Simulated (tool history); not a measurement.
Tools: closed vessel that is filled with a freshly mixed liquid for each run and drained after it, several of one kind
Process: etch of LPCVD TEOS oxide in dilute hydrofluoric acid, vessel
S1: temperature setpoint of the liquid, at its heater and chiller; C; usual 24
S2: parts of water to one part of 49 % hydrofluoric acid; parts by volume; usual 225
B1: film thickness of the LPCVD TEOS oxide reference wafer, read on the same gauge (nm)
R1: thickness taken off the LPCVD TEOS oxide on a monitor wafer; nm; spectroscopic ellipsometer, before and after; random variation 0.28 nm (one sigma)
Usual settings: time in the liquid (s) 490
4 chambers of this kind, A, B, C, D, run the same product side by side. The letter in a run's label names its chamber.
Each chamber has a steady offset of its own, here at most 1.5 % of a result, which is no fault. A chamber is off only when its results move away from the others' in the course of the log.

{"run": "1C", "day": 0.479, "S1": 24, "S2": 225, "time in the liquid (s)": 490, "B1": 100.04, "R1": 55.2}
{"day": 0.725, "done": "chamber A: thermometer replaced"}
{"run": "2A", "day": 0.833, "S1": 24, "S2": 225, "time in the liquid (s)": 490, "B1": 100.01, "R1": 54.919}
{"run": "3B", "day": 1.375, "S1": 24, "S2": 225, "time in the liquid (s)": 490, "B1": 100, "R1": 54.269}
{"run": "4D", "day": 2.008, "S1": 24, "S2": 225, "time in the liquid (s)": 490, "B1": 99.978, "R1": 55.012}
{"run": "5A", "day": 2.638, "S1": 24, "S2": 225, "time in the liquid (s)": 490, "B1": 100.02, "R1": 54.751}
{"run": "6D", "day": 3.2, "S1": 24, "S2": 225, "time in the liquid (s)": 490, "B1": 100.04, "R1": 54.938}
{"run": "7C", "day": 3.604, "S1": 24, "S2": 225, "time in the liquid (s)": 490, "B1": 99.976, "R1": 55.646}
{"run": "8B", "day": 3.933, "S1": 24, "S2": 225, "time in the liquid (s)": 490, "B1": 99.989, "R1": 54.202}
{"run": "9D", "day": 4.246, "S1": 24, "S2": 225, "time in the liquid (s)": 490, "B1": 99.991, "R1": 55.545}
{"run": "10A", "day": 4.792, "S1": 24, "S2": 225, "time in the liquid (s)": 490, "B1": 99.962, "R1": 54.915}
{"run": "11B", "day": 5.1, "S1": 24, "S2": 225, "time in the liquid (s)": 490, "B1": 100.04, "R1": 53.978}
{"run": "12C", "day": 5.517, "S1": 24, "S2": 225, "time in the liquid (s)": 490, "B1": 100.01, "R1": 54.954}
{"day": 5.683, "done": "chamber A: hydrofluoric acid flow meter replaced"}
{"run": "13A", "day": 6.042, "S1": 24, "S2": 225, "time in the liquid (s)": 490, "B1": 100.04, "R1": 54.886}
{"run": "14C", "day": 6.479, "S1": 24, "S2": 225, "time in the liquid (s)": 490, "B1": 100, "R1": 54.642}
{"run": "15B", "day": 6.767, "S1": 24, "S2": 225, "time in the liquid (s)": 490, "B1": 99.947, "R1": 53.987}
{"run": "16D", "day": 7.35, "S1": 24, "S2": 225, "time in the liquid (s)": 490, "B1": 99.954, "R1": 54.978}
{"run": "17D", "day": 7.912, "S1": 24, "S2": 225, "time in the liquid (s)": 490, "B1": 99.993, "R1": 54.869}
{"run": "18B", "day": 8.488, "S1": 24, "S2": 225, "time in the liquid (s)": 490, "B1": 99.987, "R1": 53.275}
{"run": "19A", "day": 8.867, "S1": 24, "S2": 225, "time in the liquid (s)": 490, "B1": 99.974, "R1": 54.406}
{"run": "20C", "day": 9.183, "S1": 24, "S2": 320, "time in the liquid (s)": 490, "B1": 99.966, "R1": 35.438}
{"day": 9.258, "done": "chamber D: hydrofluoric acid flow meter replaced"}
{"run": "21B", "day": 9.546, "S1": 24, "S2": 320, "time in the liquid (s)": 490, "B1": 100.03, "R1": 34.425}
{"run": "22C", "day": 10.108, "S1": 24, "S2": 320, "time in the liquid (s)": 490, "B1": 100.04, "R1": 35.561}
{"run": "23D", "day": 10.658, "S1": 24, "S2": 320, "time in the liquid (s)": 490, "B1": 100.01, "R1": 35.231}
{"run": "24A", "day": 11.062, "S1": 24, "S2": 225, "time in the liquid (s)": 490, "B1": 100.02, "R1": 54.901}
{"run": "25B", "day": 11.717, "S1": 24, "S2": 225, "time in the liquid (s)": 490, "B1": 99.971, "R1": 52.481}
{"run": "26D", "day": 12.0, "S1": 24, "S2": 225, "time in the liquid (s)": 755, "B1": 100, "R1": 84.866}

Next, every chamber runs the same settings. What will each give?
{"run": "27A", "day": 12.471, "S1": 24, "S2": 225, "time in the liquid (s)": 490, "R1": "?"}
{"run": "27B", "day": 12.471, "S1": 24, "S2": 225, "time in the liquid (s)": 490, "R1": "?"}
{"run": "27C", "day": 12.471, "S1": 24, "S2": 225, "time in the liquid (s)": 490, "R1": "?"}
{"run": "27D", "day": 12.471, "S1": 24, "S2": 225, "time in the liquid (s)": 490, "R1": "?"}

run=27A R1=54.601
run=27B R1=52.274
run=27C R1=55.26
run=27D R1=55.442
